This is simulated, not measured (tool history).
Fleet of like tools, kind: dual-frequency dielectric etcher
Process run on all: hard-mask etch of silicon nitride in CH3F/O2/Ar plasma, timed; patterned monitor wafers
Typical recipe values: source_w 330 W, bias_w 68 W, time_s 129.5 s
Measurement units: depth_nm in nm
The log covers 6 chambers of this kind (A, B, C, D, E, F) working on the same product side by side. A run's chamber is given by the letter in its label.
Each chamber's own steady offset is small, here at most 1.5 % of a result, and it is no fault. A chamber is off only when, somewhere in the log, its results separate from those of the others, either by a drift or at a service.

run	day	source_w	bias_w	time_s	hours since the last wet clean	hours since the last source power generator calibration	hours since the last bias power generator calibration	read-back reference wafer on the same gauge, depth_nm	depth_nm
1B	0.296	330	68	129.5	398.5	625.3	1691.4	93.203	83.782
2A	0.512	330	68	129.5	69.1	2036.8	1246.9	93.231	81.860
3F	0.767	330	68	129.5	249.6	4539.1	2724.1	93.228	82.837
4D	0.979	330	68	129.5	300.5	820.1	1368.2	93.184	82.595
# day 1.158: chamber B: wet clean of the chamber
5E	1.350	330	68	129.5	72.2	2452.7	104.0	93.200	83.575
6C	1.729	330	68	129.5	164.5	808.9	2383.0	93.174	81.338
7E	2.083	330	57	145.5	89.8	2470.3	121.6	93.250	88.147
8C	2.408	330	57	145.5	180.8	825.2	2399.3	93.195	86.303
# day 2.688: chamber F: source power generator calibrated
9A	2.712	330	57	145.5	121.9	2089.6	1299.7	93.208	86.891
10B	3.112	330	57	145.5	47.0	692.9	1759.0	93.215	88.865
11D	3.404	330	57	145.5	358.7	878.3	1426.4	93.226	87.560
12F	3.588	330	57	145.5	317.3	21.7	2791.8	93.254	87.593
13A	3.817	330	68	129.5	148.4	2116.1	1326.2	93.197	81.784
14F	4.033	330	68	129.5	328.0	32.4	2802.5	93.215	82.712
15B	4.308	330	68	129.5	75.7	721.6	1787.7	93.215	83.520
16D	4.488	330	68	129.5	384.7	904.3	1452.4	93.221	82.367
17E	4.825	330	68	129.5	155.6	2536.1	187.4	93.190	83.224
18C	5.079	370	59	129.5	244.9	889.3	2463.4	93.110	81.417
19B	5.333	370	59	129.5	100.3	746.2	1812.3	93.223	82.961
20C	5.546	370	59	129.5	256.1	900.5	2474.6	93.152	81.437
# day 5.750: chamber F: wet clean of the chamber
21E	5.871	370	59	129.5	180.7	2561.2	212.5	93.227	83.070
22F	6.167	370	59	129.5	10.1	83.6	2853.7	93.160	80.209
23A	6.404	370	59	129.5	210.5	2178.2	1388.3	93.162	81.846
24D	6.617	330	68	129.5	435.8	955.4	1503.5	93.185	82.426
25A	6.858	330	68	129.5	221.4	2189.1	1399.2	93.156	82.408
26F	7.221	330	68	129.5	35.4	108.9	2879.0	93.153	80.767
27C	7.612	330	68	129.5	305.7	950.1	2524.2	93.174	81.544
28E	7.829	310	68	148.0	227.7	2608.2	259.5	93.175	92.873
29B	8.088	310	68	148.0	166.4	812.3	1878.4	93.134	92.903
# day 8.217: chamber A: bias power generator calibrated
30D	8.367	310	68	148.0	477.8	997.4	1545.5	93.202	92.386
31B	8.588	310	68	148.0	178.4	824.3	1890.4	93.189	93.117
32E	8.871	310	68	148.0	252.7	2633.2	284.5	93.183	93.162
33D	9.279	310	68	148.0	499.7	1019.3	1567.4	93.171	92.504
34F	9.567	330	68	129.5	91.7	165.2	2935.3	93.210	80.340
35A	9.888	330	68	129.5	294.1	2261.8	40.2	93.197	81.838
36C	10.233	330	68	129.5	368.6	1013.0	2587.1	93.194	81.306
37E	10.475	330	68	129.5	291.2	2671.7	323.0	93.156	83.331
38F	10.775	330	68	129.5	120.7	194.2	2964.3	93.203	80.603
# day 10.942: chamber D: wet clean of the chamber
39B	11.033	330	68	129.5	237.1	883.0	1949.1	93.195	83.662
40A	11.321	330	68	129.5	328.5	2296.2	74.6	93.182	81.858
41C	11.525	330	68	129.5	399.6	1044.0	2618.1	93.168	81.553
42D	11.721	330	68	129.5	18.7	1077.9	1626.0	93.167	82.822

Decide between three cases: one chamber stands off from its peers, the gauge reading all wafers drifts, or nothing is wrong past each chamber's small offset. Where a chamber is off, say which and what most likely put it there.

Chamber F came out of a service off from its peers and stayed that way.
Cause: etch rate under this chamber's usual, % = 2.36.

Here are 4 candidates for chamber F's next run, each the usual settings with a change, their results left as question marks. Which one brings its results back in line with what the others give on the usual settings?
Counts as in line when no further than this from what the other chambers average on the usual settings: depth_nm 0.660 nm
43F-1	12.012	330	68	132.5					?
43F-2	12.012	350	72	129.5					?
43F-3	12.012	330	60	129.5					?
43F-4	12.012	330	63	129.5					?

The mean the other chambers reach with the usual settings: depth_nm 82.654 nm
run	depth_nm
43F-1	82.244
43F-2	83.857
43F-3	77.008
43F-4	78.295
The right change is 43F-1: it brings the chamber back within the allowed miss of the others.
